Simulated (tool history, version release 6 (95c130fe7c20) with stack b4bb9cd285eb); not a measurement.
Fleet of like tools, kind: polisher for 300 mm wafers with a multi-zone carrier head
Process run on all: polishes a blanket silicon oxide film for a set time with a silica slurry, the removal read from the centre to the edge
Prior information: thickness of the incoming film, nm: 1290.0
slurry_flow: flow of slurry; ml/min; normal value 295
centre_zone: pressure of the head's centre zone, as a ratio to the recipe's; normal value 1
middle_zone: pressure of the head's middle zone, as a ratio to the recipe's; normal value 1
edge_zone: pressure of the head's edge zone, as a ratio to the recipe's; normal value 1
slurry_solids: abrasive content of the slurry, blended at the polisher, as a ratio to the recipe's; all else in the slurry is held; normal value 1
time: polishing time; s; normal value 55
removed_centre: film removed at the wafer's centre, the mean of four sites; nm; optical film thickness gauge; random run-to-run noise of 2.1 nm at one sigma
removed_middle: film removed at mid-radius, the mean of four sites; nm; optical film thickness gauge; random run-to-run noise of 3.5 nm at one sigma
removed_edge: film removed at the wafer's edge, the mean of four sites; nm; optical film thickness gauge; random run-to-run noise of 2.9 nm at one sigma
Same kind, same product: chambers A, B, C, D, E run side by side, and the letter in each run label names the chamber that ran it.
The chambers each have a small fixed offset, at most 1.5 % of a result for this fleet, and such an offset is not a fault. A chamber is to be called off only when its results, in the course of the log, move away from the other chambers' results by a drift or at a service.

run     day  slurry_flow  centre_zone  middle_zone  edge_zone  slurry_solids  time  removed_centre  removed_middle  removed_edge
      0.392  -- chamber C: edge zone pressure recalibrated
 1C   0.504          295            1            1          1              1    55          261.43          259.86        259.05
 2D   0.775          295            1            1          1              1    55          259.41          260.78        259.41
 3E   1.175          295            1            1          1              1    55          258.43          265.73        261.23
 4A   1.462          295            1            1          1              1    55          253.65          252.84        260.66
      1.629  -- chamber C: slurry nozzle cleaned
 5B   1.742          295            1            1          1              1    55          253.48          258.02        266.17
      1.862  -- chamber C: worn pad replaced by a new one
      2.033  -- chamber A: worn pad replaced by a new one
 6B   2.225          295            1            1          1              1    55          256.27          258.98        260.17
      2.596  -- chamber D: worn pad replaced by a new one
      2.633  -- chamber D: centre zone pressure recalibrated
 7A   2.725          295            1            1          1              1    55          256.72          257.55        260.35
      2.762  -- chamber E: worn pad replaced by a new one
      2.992  -- chamber B: worn pad replaced by a new one
 8D   3.033          235            1         0.93          1              1    55          250.25          236.98        255.02
 9E   3.533          235            1         0.93          1              1    55          248.01           241.8        262.85
       3.65  -- chamber D: edge zone pressure recalibrated
      3.842  -- chamber A: edge zone pressure recalibrated
10C   4.025          235            1         0.93          1              1    55          253.27          233.57        251.55
11A     4.4          235            1         0.93          1              1    55          250.13          232.49        257.89
      4.571  -- chamber A: worn pad replaced by a new one
12B   4.767          235            1         0.93          1              1    55          249.22          230.39         256.2
      4.867  -- chamber A: centre zone pressure recalibrated
13E   5.308          295            1            1          1              1    55          258.56          260.88        261.41
14C   5.742          295            1            1          1              1    55           261.7           259.2        261.38
15D   6.208          245            1            1          1              1    69          319.59          329.86        319.98
16B   6.483          245            1            1          1              1    69          313.76          323.11        322.07
      6.738  -- chamber C: worn pad replaced by a new one
      6.738  -- chamber B: worn pad replaced by a new one
17A   6.829          245            1            1          1              1    69          350.36          315.58        320.97
       7.05  -- chamber E: worn pad replaced by a new one
18E   7.083          245            1            1          1              1    69          316.12          319.18        321.91
19D   7.338          245            1            1          1              1    69          312.76          322.22        320.62
      7.354  -- chamber A: worn pad replaced by a new one
      7.471  -- chamber D: worn pad replaced by a new one
20C   7.796          295            1            1          1              1    55          260.41          260.07        254.49
21B   8.188          295            1            1       1.11              1    55          259.45          254.48         279.6
22A   8.658          295            1            1       1.11              1    55          288.46          260.79        274.25
23D   9.129          295            1            1       1.11              1    55          260.82          261.98        280.74
       9.45  -- chamber A: slurry nozzle cleaned
24C   9.517          295            1            1       1.11              1    55          263.05          262.88        278.05
25E   9.854          295            1            1       1.11              1    55          255.44          256.37        280.19
      9.946  -- chamber A: worn pad replaced by a new one
     10.092  -- chamber B: worn pad replaced by a new one
26C  10.162          295            1            1          1              1    55          260.05          265.62        257.88
27D  10.442          295            1            1          1              1    55          255.59          265.62        260.95
28B  10.988          295            1            1          1              1    55          259.58          254.56        258.11
29A  11.471          295            1            1          1              1    55          287.03           258.8        264.39
30E  11.754          295            1            1          1              1    55          257.43          259.43        262.26

All 5 chambers run these settings next. Forecast each chamber's results:
31A  12.146          295            1            1          1              1    55               ?               ?             ?
31B  12.146          295            1            1          1              1    55               ?               ?             ?
31C  12.146          295            1            1          1              1    55               ?               ?             ?
31D  12.146          295            1            1          1              1    55               ?               ?             ?
31E  12.146          295            1            1          1              1    55               ?               ?             ?

run  removed_centre  removed_middle  removed_edge
31A           286.2          256.43        258.92
31B          255.32          253.59        262.27
31C          258.94          262.94        257.55
31D          258.34          260.18        265.19
31E          254.43          261.97         266.9
